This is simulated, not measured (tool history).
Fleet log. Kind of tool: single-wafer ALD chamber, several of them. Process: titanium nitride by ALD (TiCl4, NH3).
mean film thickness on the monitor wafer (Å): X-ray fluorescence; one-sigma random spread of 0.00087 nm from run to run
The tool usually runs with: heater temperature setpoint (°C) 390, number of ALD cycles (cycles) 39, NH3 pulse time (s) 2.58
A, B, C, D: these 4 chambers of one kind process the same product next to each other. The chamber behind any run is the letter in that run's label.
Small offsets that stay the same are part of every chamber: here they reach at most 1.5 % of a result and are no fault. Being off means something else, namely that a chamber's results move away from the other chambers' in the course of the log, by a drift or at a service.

| run | hour | heater temperature setpoint (°C) | number of ALD cycles (cycles) | NH3 pulse time (s) | read-back reference wafer on the same gauge, thickness_nm | mean film thickness on the monitor wafer (Å) |
|---|---|---|---|---|---|---|
| 1A | 13.8 | 390 | 39 | 2.58 | 1.0013 | 8.6076 |
| 2D | 23.4 | 390 | 39 | 2.58 | 1.0012 | 8.6798 |
| 3C | 30.5 | 390 | 39 | 2.58 | 1.0014 | 8.7102 |
| 4B | 43.1 | 390 | 39 | 2.58 | 1.0015 | 8.6287 |
| 5A | 58.2 | 390 | 39 | 2.58 | 1.0018 | 8.6265 |
| 6D | 70.0 | 390 | 39 | 2.58 | 1.0020 | 8.6788 |
| 7C | 77.5 | 390 | 39 | 2.58 | 1.0021 | 8.7242 |
| 8B | 91.1 | 390 | 39 | 2.58 | 1.0019 | 8.6390 |
| 9B | 105.6 | 390 | 39 | 2.58 | 1.0022 | 8.6236 |
| 10C | 113.1 | 390 | 39 | 2.58 | 1.0025 | 8.7134 |
| 11D | 120.6 | 390 | 39 | 2.58 | 1.0026 | 8.6708 |
| 12A | 133.1 | 390 | 39 | 2.58 | 1.0027 | 8.6276 |
| 13C | 140.2 | 390 | 39 | 2.58 | 1.0029 | 8.7112 |
| 14D | 154.0 | 390 | 42 | 2.58 | 1.0027 | 9.3410 |
| 15A | 166.8 | 390 | 42 | 2.58 | 1.0030 | 9.3028 |
| 16B | 174.7 | 390 | 42 | 2.58 | 1.0030 | 9.3129 |
| 17B | 185.5 | 390 | 42 | 2.58 | 1.0031 | 9.2923 |
| 18C | 193.9 | 390 | 39 | 2.58 | 1.0029 | 8.7179 |
| 19A | 203.5 | 380 | 39 | 1.90 | 1.0035 | 8.4208 |
| 20D | 215.4 | 380 | 39 | 1.90 | 1.0036 | 8.4807 |
| 21D | 223.7 | 380 | 39 | 1.90 | 1.0035 | 8.4710 |
| 22C | 237.1 | 380 | 39 | 1.90 | 1.0037 | 8.5241 |
| 23A | 248.3 | 390 | 39 | 2.58 | 1.0037 | 8.6141 |
| 24B | 260.2 | 390 | 39 | 2.58 | 1.0042 | 8.6457 |
| 25D | 271.9 | 390 | 39 | 2.58 | 1.0038 | 8.6879 |
| 26B | 283.9 | 390 | 39 | 2.58 | 1.0041 | 8.6450 |
| 27A | 297.0 | 390 | 39 | 2.58 | 1.0045 | 8.6254 |
| 28C | 308.6 | 390 | 39 | 2.58 | 1.0048 | 8.7495 |
| 29B | 322.1 | 390 | 36 | 3.09 | 1.0049 | 8.0471 |
| 30A | 332.7 | 390 | 36 | 3.09 | 1.0046 | 8.0166 |
| 31D | 340.1 | 390 | 36 | 3.09 | 1.0049 | 8.0922 |
| 32C | 350.0 | 390 | 36 | 3.09 | 1.0051 | 8.1266 |

All chambers now run identical settings, listed one chamber a line with results as question marks. What results will each chamber show?
| 33A | 360.8 | 390 | 39 | 2.95 |  | ? |
| 33B | 360.8 | 390 | 39 | 2.95 |  | ? |
| 33C | 360.8 | 390 | 39 | 2.95 |  | ? |
| 33D | 360.8 | 390 | 39 | 2.95 |  | ? |

| run | mean film thickness on the monitor wafer (Å) |
|---|---|
| 33A | 8.6802 |
| 33B | 8.7001 |
| 33C | 8.7836 |
| 33D | 8.7453 |
